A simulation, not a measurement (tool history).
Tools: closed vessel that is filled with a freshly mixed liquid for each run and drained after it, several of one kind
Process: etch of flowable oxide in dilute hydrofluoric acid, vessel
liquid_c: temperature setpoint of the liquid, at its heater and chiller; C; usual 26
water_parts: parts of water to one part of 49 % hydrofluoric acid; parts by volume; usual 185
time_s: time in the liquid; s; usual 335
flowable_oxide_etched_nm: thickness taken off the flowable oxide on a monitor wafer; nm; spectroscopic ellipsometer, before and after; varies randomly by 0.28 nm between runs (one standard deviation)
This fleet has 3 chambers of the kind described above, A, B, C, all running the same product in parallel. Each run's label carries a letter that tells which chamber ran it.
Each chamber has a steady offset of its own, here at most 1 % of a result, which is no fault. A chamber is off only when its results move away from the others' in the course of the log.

run,hour,liquid_c,water_parts,time_s,"read-back film thickness of the flowable oxide reference wafer, read on the same gauge (nm)",flowable_oxide_etched_nm
1C,7.9,26,185,335,120.01,48.707
2B,12,26,185,335,120.04,48.009
3A,21.2,26,185,335,120.01,48.683
4A,25.6,26,185,335,119.98,48.005
5C,32.8,26,185,335,120,48.15
6B,40,26,185,335,119.97,48.412
7C,44.9,26,185,335,119.99,48.087
8B,53.2,26,185,515,120,74.074
9A,62.2,26,185,515,119.99,74.622
10B,70.1,26,185,515,120.02,74.114
11A,75.2,26,185,335,120.02,48.242
12C,80.5,26,185,335,120,48.276
13A,85.8,26,185,335,119.99,48.175
14B,89.9,26,185,335,119.99,48.258
15C,95,26,185,335,119.99,48.376
16A,102.7,26,185,335,120.01,48.002
17B,110.8,26,185,335,119.97,48.235
18C,117.4,24.5,185,400,120.02,54.37
19C,121.9,24.5,185,400,120.01,53.674
20B,128.6,24.5,185,400,119.96,54.364
21A,132.6,26,185,335,119.99,48.588
22B,140.7,26,185,335,120.01,48.139
23C,149.4,26,185,335,119.96,46.905
24A,155.7,24,125,335,120,70.509
25B,160.7,24,125,335,119.98,70.885
26C,168.1,24,125,335,120,68.922
27A,176.3,26,185,335,120.02,48.853
28A,184.6,26,185,335,119.96,48.516
29B,191.3,26,185,335,120.01,48.166
30C,195.8,26,225,335,119.97,35.942
31C,204.4,26,225,335,119.99,36.059
32A,209.5,26,225,335,119.99,38.066

All 3 chambers run these settings next. Forecast each chamber's results:
33A,216,26,185,335,,?
33B,216,26,185,335,,?
33C,216,26,185,335,,?

run,flowable_oxide_etched_nm
33A,48.654
33B,48.082
33C,44.92
